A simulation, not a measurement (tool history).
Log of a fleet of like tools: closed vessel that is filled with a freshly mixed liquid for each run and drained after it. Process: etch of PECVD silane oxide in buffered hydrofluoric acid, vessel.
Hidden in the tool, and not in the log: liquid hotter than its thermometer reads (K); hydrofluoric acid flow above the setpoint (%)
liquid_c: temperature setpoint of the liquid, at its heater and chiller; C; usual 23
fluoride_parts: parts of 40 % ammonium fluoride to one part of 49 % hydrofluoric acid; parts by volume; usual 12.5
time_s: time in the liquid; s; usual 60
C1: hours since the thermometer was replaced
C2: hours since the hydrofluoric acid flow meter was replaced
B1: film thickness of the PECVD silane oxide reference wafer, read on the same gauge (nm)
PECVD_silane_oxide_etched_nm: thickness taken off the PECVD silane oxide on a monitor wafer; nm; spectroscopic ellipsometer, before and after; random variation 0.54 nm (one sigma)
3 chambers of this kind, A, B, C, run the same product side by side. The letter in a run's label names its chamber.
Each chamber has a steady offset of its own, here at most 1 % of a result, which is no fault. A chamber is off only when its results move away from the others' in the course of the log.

{"run": "1B", "hour": 8.9, "liquid_c": 23, "fluoride_parts": 12.5, "time_s": 60, "C1": 735.9, "C2": 634.4, "B1": 99.978, "PECVD_silane_oxide_etched_nm": 94.794}
{"run": "2A", "hour": 17.7, "liquid_c": 23, "fluoride_parts": 12.5, "time_s": 60, "C1": 476.2, "C2": 463.3, "B1": 100, "PECVD_silane_oxide_etched_nm": 93.042}
{"run": "3C", "hour": 29.1, "liquid_c": 23, "fluoride_parts": 12.5, "time_s": 60, "C1": 67.2, "C2": 1695.3, "B1": 100.01, "PECVD_silane_oxide_etched_nm": 93.142}
{"run": "4B", "hour": 39.0, "liquid_c": 23, "fluoride_parts": 12.5, "time_s": 60, "C1": 766, "C2": 664.5, "B1": 100.01, "PECVD_silane_oxide_etched_nm": 94.264}
{"run": "5C", "hour": 52.0, "liquid_c": 19.5, "fluoride_parts": 9.5, "time_s": 60, "C1": 90.1, "C2": 1718.2, "B1": 100.02, "PECVD_silane_oxide_etched_nm": 97.399}
{"run": "6A", "hour": 64.7, "liquid_c": 19.5, "fluoride_parts": 9.5, "time_s": 60, "C1": 523.2, "C2": 510.3, "B1": 99.99, "PECVD_silane_oxide_etched_nm": 98.205}
{"run": "7C", "hour": 73.7, "liquid_c": 19.5, "fluoride_parts": 9.5, "time_s": 60, "C1": 111.8, "C2": 1739.9, "B1": 99.98, "PECVD_silane_oxide_etched_nm": 98.507}
{"run": "8B", "hour": 88.6, "liquid_c": 24.5, "fluoride_parts": 12.5, "time_s": 60, "C1": 815.6, "C2": 714.1, "B1": 99.99, "PECVD_silane_oxide_etched_nm": 102.83}
{"run": "9A", "hour": 101.1, "liquid_c": 24.5, "fluoride_parts": 12.5, "time_s": 60, "C1": 559.6, "C2": 546.7, "B1": 99.988, "PECVD_silane_oxide_etched_nm": 101.1}
{"run": "10B", "hour": 115.1, "liquid_c": 24.5, "fluoride_parts": 12.5, "time_s": 60, "C1": 842.1, "C2": 740.6, "B1": 99.995, "PECVD_silane_oxide_etched_nm": 103.33}
{"run": "11C", "hour": 122.9, "liquid_c": 23, "fluoride_parts": 12.5, "time_s": 60, "C1": 161, "C2": 1789.1, "B1": 100.01, "PECVD_silane_oxide_etched_nm": 93.331}
{"run": "12A", "hour": 138.3, "liquid_c": 23, "fluoride_parts": 12.5, "time_s": 60, "C1": 596.8, "C2": 583.9, "B1": 100.01, "PECVD_silane_oxide_etched_nm": 93.225}
{"run": "13C", "hour": 146.9, "liquid_c": 23, "fluoride_parts": 12.5, "time_s": 60, "C1": 185, "C2": 1813.1, "B1": 100.01, "PECVD_silane_oxide_etched_nm": 93.431}
{"run": "14A", "hour": 158.8, "liquid_c": 23, "fluoride_parts": 12.5, "time_s": 60, "C1": 617.3, "C2": 604.4, "B1": 100.01, "PECVD_silane_oxide_etched_nm": 93.416}
{"run": "15B", "hour": 172.9, "liquid_c": 23, "fluoride_parts": 12.5, "time_s": 60, "C1": 899.9, "C2": 798.4, "B1": 100, "PECVD_silane_oxide_etched_nm": 97.02}
{"run": "16C", "hour": 187.2, "liquid_c": 23, "fluoride_parts": 12.5, "time_s": 60, "C1": 225.3, "C2": 1853.4, "B1": 99.99, "PECVD_silane_oxide_etched_nm": 92.282}
{"run": "17B", "hour": 195.6, "liquid_c": 23, "fluoride_parts": 12.5, "time_s": 60, "C1": 922.6, "C2": 821.1, "B1": 99.993, "PECVD_silane_oxide_etched_nm": 96.249}
{"run": "18A", "hour": 207.0, "liquid_c": 23, "fluoride_parts": 12.5, "time_s": 60, "C1": 665.5, "C2": 652.6, "B1": 100, "PECVD_silane_oxide_etched_nm": 93.561}
{"run": "19C", "hour": 222.6, "liquid_c": 23, "fluoride_parts": 12.5, "time_s": 60, "C1": 260.7, "C2": 1888.8, "B1": 99.983, "PECVD_silane_oxide_etched_nm": 93.852}
{"run": "20A", "hour": 231.9, "liquid_c": 23, "fluoride_parts": 12.5, "time_s": 60, "C1": 690.4, "C2": 677.5, "B1": 99.995, "PECVD_silane_oxide_etched_nm": 93.036}
{"hour": 238.6, "done": "chamber C: hydrofluoric acid flow meter replaced"}
{"run": "21B", "hour": 242.7, "liquid_c": 23, "fluoride_parts": 12.5, "time_s": 60, "C1": 969.7, "C2": 868.2, "B1": 100, "PECVD_silane_oxide_etched_nm": 97.476}
{"run": "22B", "hour": 252.2, "liquid_c": 23, "fluoride_parts": 12.5, "time_s": 60, "C1": 979.2, "C2": 877.7, "B1": 100.01, "PECVD_silane_oxide_etched_nm": 97.472}
{"run": "23C", "hour": 259.7, "liquid_c": 23, "fluoride_parts": 12.5, "time_s": 50, "C1": 297.8, "C2": 21.2, "B1": 99.996, "PECVD_silane_oxide_etched_nm": 78.299}
{"run": "24A", "hour": 267.7, "liquid_c": 23, "fluoride_parts": 12.5, "time_s": 50, "C1": 726.2, "C2": 713.3, "B1": 100.03, "PECVD_silane_oxide_etched_nm": 77.799}
{"run": "25A", "hour": 275.3, "liquid_c": 23, "fluoride_parts": 12.5, "time_s": 50, "C1": 733.8, "C2": 720.9, "B1": 100.02, "PECVD_silane_oxide_etched_nm": 78.512}
{"run": "26C", "hour": 291.2, "liquid_c": 23, "fluoride_parts": 12.5, "time_s": 60, "C1": 329.3, "C2": 52.7, "B1": 100, "PECVD_silane_oxide_etched_nm": 92.826}
{"run": "27B", "hour": 298.3, "liquid_c": 23, "fluoride_parts": 12.5, "time_s": 60, "C1": 1025.3, "C2": 923.8, "B1": 99.976, "PECVD_silane_oxide_etched_nm": 99.58}
{"run": "28C", "hour": 307.4, "liquid_c": 23, "fluoride_parts": 12.5, "time_s": 60, "C1": 345.5, "C2": 68.9, "B1": 99.997, "PECVD_silane_oxide_etched_nm": 93.231}
{"run": "29A", "hour": 314.8, "liquid_c": 23, "fluoride_parts": 12.5, "time_s": 60, "C1": 773.3, "C2": 760.4, "B1": 99.991, "PECVD_silane_oxide_etched_nm": 93.435}
{"run": "30B", "hour": 323.2, "liquid_c": 23, "fluoride_parts": 12.5, "time_s": 60, "C1": 1050.2, "C2": 948.7, "B1": 99.984, "PECVD_silane_oxide_etched_nm": 99.327}
{"run": "31B", "hour": 334.5, "liquid_c": 23, "fluoride_parts": 12.5, "time_s": 60, "C1": 1061.5, "C2": 960, "B1": 99.972, "PECVD_silane_oxide_etched_nm": 99.381}
{"run": "32A", "hour": 343.7, "liquid_c": 23, "fluoride_parts": 9, "time_s": 60, "C1": 802.2, "C2": 789.3, "B1": 100, "PECVD_silane_oxide_etched_nm": 122.5}
{"run": "33C", "hour": 353.1, "liquid_c": 23, "fluoride_parts": 9, "time_s": 60, "C1": 391.2, "C2": 114.6, "B1": 99.993, "PECVD_silane_oxide_etched_nm": 124.41}
{"run": "34B", "hour": 368.4, "liquid_c": 23, "fluoride_parts": 9, "time_s": 60, "C1": 1095.4, "C2": 993.9, "B1": 100.01, "PECVD_silane_oxide_etched_nm": 133.62}
{"run": "35A", "hour": 380.6, "liquid_c": 23, "fluoride_parts": 12.5, "time_s": 60, "C1": 839.1, "C2": 826.2, "B1": 99.99, "PECVD_silane_oxide_etched_nm": 94.341}
{"run": "36C", "hour": 389.7, "liquid_c": 23, "fluoride_parts": 12.5, "time_s": 60, "C1": 427.8, "C2": 151.2, "B1": 99.999, "PECVD_silane_oxide_etched_nm": 93.541}
{"run": "37B", "hour": 402.7, "liquid_c": 23, "fluoride_parts": 12.5, "time_s": 60, "C1": 1129.7, "C2": 1028.2, "B1": 99.993, "PECVD_silane_oxide_etched_nm": 101.62}
{"run": "38A", "hour": 415.5, "liquid_c": 23, "fluoride_parts": 12.5, "time_s": 60, "C1": 874, "C2": 861.1, "B1": 100, "PECVD_silane_oxide_etched_nm": 93.669}

What goes on in this fleet: one chamber off, a drifting gauge, or nothing beyond the chambers' own small offsets? Name the chamber and the cause, if any.

Chamber B drifts away from the others.
Cause: hydrofluoric acid flow above the setpoint (%) = 8.46.
The log may not tell that from: liquid hotter than its thermometer reads (K).

Here are 4 candidates for chamber B's next run, each the usual settings with a change, their results left as question marks. Which one brings its results back in line with what the others give on the usual settings?
In line means no further than this from the other chambers' mean on the usual settings: PECVD_silane_oxide_etched_nm 1.9 nm
{"run": "39B-1", "hour": 427.1, "liquid_c": 23, "fluoride_parts": 13, "time_s": 60, "PECVD_silane_oxide_etched_nm": "?"}
{"run": "39B-2", "hour": 427.1, "liquid_c": 23, "fluoride_parts": 12, "time_s": 60, "PECVD_silane_oxide_etched_nm": "?"}
{"run": "39B-3", "hour": 427.1, "liquid_c": 23, "fluoride_parts": 12.5, "time_s": 55, "PECVD_silane_oxide_etched_nm": "?"}
{"run": "39B-4", "hour": 427.1, "liquid_c": 23, "fluoride_parts": 12.5, "time_s": 65, "PECVD_silane_oxide_etched_nm": "?"}

The other chambers' mean on the usual settings: PECVD_silane_oxide_etched_nm 93.505 nm
run=39B-1 PECVD_silane_oxide_etched_nm=97.917
run=39B-2 PECVD_silane_oxide_etched_nm=105.91
run=39B-3 PECVD_silane_oxide_etched_nm=93.279
run=39B-4 PECVD_silane_oxide_etched_nm=110.24
39B-3 brings the chamber back in line.

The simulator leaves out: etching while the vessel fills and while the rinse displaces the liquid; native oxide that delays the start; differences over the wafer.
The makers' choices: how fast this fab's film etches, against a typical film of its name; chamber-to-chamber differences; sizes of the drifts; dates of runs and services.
